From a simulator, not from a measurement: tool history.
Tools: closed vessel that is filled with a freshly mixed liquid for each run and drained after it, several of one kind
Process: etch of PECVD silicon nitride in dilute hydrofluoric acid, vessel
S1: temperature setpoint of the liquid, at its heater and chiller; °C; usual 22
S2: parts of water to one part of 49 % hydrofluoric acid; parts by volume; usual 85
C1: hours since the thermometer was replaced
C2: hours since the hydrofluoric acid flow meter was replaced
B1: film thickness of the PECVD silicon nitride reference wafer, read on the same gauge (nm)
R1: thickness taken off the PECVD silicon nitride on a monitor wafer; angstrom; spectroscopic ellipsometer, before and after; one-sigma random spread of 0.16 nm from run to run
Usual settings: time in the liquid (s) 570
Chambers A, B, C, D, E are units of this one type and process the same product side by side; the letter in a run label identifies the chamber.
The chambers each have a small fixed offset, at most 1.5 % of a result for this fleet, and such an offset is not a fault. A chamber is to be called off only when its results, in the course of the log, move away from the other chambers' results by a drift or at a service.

{"run": "1E", "day": 0.346, "S1": 22, "S2": 85, "time in the liquid (s)": 570, "C1": 483.5, "C2": 738.6, "B1": 110, "R1": 275.01}
{"run": "2C", "day": 0.738, "S1": 22, "S2": 85, "time in the liquid (s)": 570, "C1": 1095.5, "C2": 1522.9, "B1": 109.99, "R1": 277.6}
{"run": "3A", "day": 1.158, "S1": 22, "S2": 85, "time in the liquid (s)": 570, "C1": 903, "C2": 445.7, "B1": 109.99, "R1": 275.45}
{"run": "4D", "day": 1.538, "S1": 22, "S2": 85, "time in the liquid (s)": 570, "C1": 1214.5, "C2": 446.3, "B1": 109.99, "R1": 274.93}
{"run": "5B", "day": 1.996, "S1": 22, "S2": 85, "time in the liquid (s)": 570, "C1": 1327.6, "C2": 190.8, "B1": 109.97, "R1": 275.13}
{"run": "6A", "day": 2.288, "S1": 22, "S2": 85, "time in the liquid (s)": 570, "C1": 930.1, "C2": 472.8, "B1": 109.99, "R1": 276.98}
{"run": "7B", "day": 2.55, "S1": 22, "S2": 120, "time in the liquid (s)": 570, "C1": 1340.9, "C2": 204.1, "B1": 110, "R1": 197.85}
{"run": "8D", "day": 2.921, "S1": 22, "S2": 120, "time in the liquid (s)": 570, "C1": 1247.7, "C2": 479.5, "B1": 110.01, "R1": 196.75}
{"run": "9E", "day": 3.271, "S1": 22, "S2": 120, "time in the liquid (s)": 570, "C1": 553.7, "C2": 808.8, "B1": 110, "R1": 197.42}
{"run": "10C", "day": 3.688, "S1": 22, "S2": 120, "time in the liquid (s)": 570, "C1": 1166.3, "C2": 1593.7, "B1": 110.01, "R1": 195.34}
{"run": "11E", "day": 4.008, "S1": 22, "S2": 120, "time in the liquid (s)": 570, "C1": 571.4, "C2": 826.5, "B1": 109.98, "R1": 197.77}
{"run": "12A", "day": 4.396, "S1": 18.5, "S2": 85, "time in the liquid (s)": 570, "C1": 980.7, "C2": 523.4, "B1": 110.01, "R1": 216.88}
{"run": "13B", "day": 4.85, "S1": 18.5, "S2": 85, "time in the liquid (s)": 570, "C1": 1396.1, "C2": 259.3, "B1": 109.98, "R1": 215.55}
{"run": "14D", "day": 5.229, "S1": 18.5, "S2": 85, "time in the liquid (s)": 570, "C1": 1303.1, "C2": 534.9, "B1": 110.02, "R1": 217.22}
{"run": "15C", "day": 5.442, "S1": 18.5, "S2": 85, "time in the liquid (s)": 570, "C1": 1208.4, "C2": 1635.8, "B1": 109.99, "R1": 216.42}
{"run": "16B", "day": 5.758, "S1": 18.5, "S2": 85, "time in the liquid (s)": 570, "C1": 1417.9, "C2": 281.1, "B1": 110, "R1": 216.61}
{"day": 6.121, "done": "chamber A: hydrofluoric acid flow meter replaced"}
{"run": "17C", "day": 6.183, "S1": 25, "S2": 85, "time in the liquid (s)": 570, "C1": 1226.2, "C2": 1653.6, "B1": 110, "R1": 339.65}
{"run": "18A", "day": 6.629, "S1": 25, "S2": 85, "time in the liquid (s)": 570, "C1": 1034.3, "C2": 12.2, "B1": 109.99, "R1": 339.36}
{"run": "19E", "day": 6.842, "S1": 25, "S2": 85, "time in the liquid (s)": 570, "C1": 639.4, "C2": 894.5, "B1": 110, "R1": 331.91}
{"run": "20D", "day": 7.058, "S1": 25, "S2": 85, "time in the liquid (s)": 570, "C1": 1347, "C2": 578.8, "B1": 110.01, "R1": 335.44}
{"run": "21A", "day": 7.271, "S1": 25, "S2": 85, "time in the liquid (s)": 570, "C1": 1049.7, "C2": 27.6, "B1": 110.01, "R1": 338.89}
{"run": "22C", "day": 7.562, "S1": 22, "S2": 85, "time in the liquid (s)": 570, "C1": 1259.3, "C2": 1686.7, "B1": 109.99, "R1": 274.95}
{"run": "23E", "day": 7.9, "S1": 22, "S2": 85, "time in the liquid (s)": 570, "C1": 664.8, "C2": 919.9, "B1": 110, "R1": 269.55}
{"day": 8.042, "done": "chamber D: hydrofluoric acid flow meter replaced"}
{"run": "24B", "day": 8.246, "S1": 22, "S2": 85, "time in the liquid (s)": 570, "C1": 1477.6, "C2": 340.8, "B1": 110.03, "R1": 273.38}
{"run": "25D", "day": 8.65, "S1": 22, "S2": 85, "time in the liquid (s)": 570, "C1": 1385.2, "C2": 14.6, "B1": 110.01, "R1": 271.44}
{"run": "26E", "day": 8.942, "S1": 22, "S2": 85, "time in the liquid (s)": 570, "C1": 689.8, "C2": 944.9, "B1": 110.02, "R1": 268.13}
{"run": "27A", "day": 9.362, "S1": 22, "S2": 85, "time in the liquid (s)": 570, "C1": 1099.9, "C2": 77.8, "B1": 110.01, "R1": 272.81}
{"run": "28B", "day": 9.721, "S1": 22, "S2": 85, "time in the liquid (s)": 570, "C1": 1513, "C2": 376.2, "B1": 110.01, "R1": 276.09}
{"run": "29C", "day": 9.983, "S1": 22, "S2": 85, "time in the liquid (s)": 570, "C1": 1317.4, "C2": 1744.8, "B1": 110.01, "R1": 278.86}
{"run": "30D", "day": 10.221, "S1": 22, "S2": 85, "time in the liquid (s)": 570, "C1": 1422.9, "C2": 52.3, "B1": 110.02, "R1": 274.18}
{"run": "31B", "day": 10.45, "S1": 22, "S2": 85, "time in the liquid (s)": 570, "C1": 1530.5, "C2": 393.7, "B1": 110, "R1": 276.33}
{"run": "32E", "day": 10.762, "S1": 22, "S2": 85, "time in the liquid (s)": 570, "C1": 733.5, "C2": 988.6, "B1": 109.99, "R1": 265.71}
{"run": "33D", "day": 11.1, "S1": 22, "S2": 85, "time in the liquid (s)": 570, "C1": 1444, "C2": 73.4, "B1": 110.02, "R1": 274.89}

For the next run the whole fleet of 5 chambers uses the same settings. Give each chamber's results:
{"run": "34A", "day": 11.433, "S1": 22, "S2": 85, "time in the liquid (s)": 570, "R1": "?"}
{"run": "34B", "day": 11.433, "S1": 22, "S2": 85, "time in the liquid (s)": 570, "R1": "?"}
{"run": "34C", "day": 11.433, "S1": 22, "S2": 85, "time in the liquid (s)": 570, "R1": "?"}
{"run": "34D", "day": 11.433, "S1": 22, "S2": 85, "time in the liquid (s)": 570, "R1": "?"}
{"run": "34E", "day": 11.433, "S1": 22, "S2": 85, "time in the liquid (s)": 570, "R1": "?"}

run=34A R1=279.44
run=34B R1=275.02
run=34C R1=277.95
run=34D R1=275.42
run=34E R1=260.41
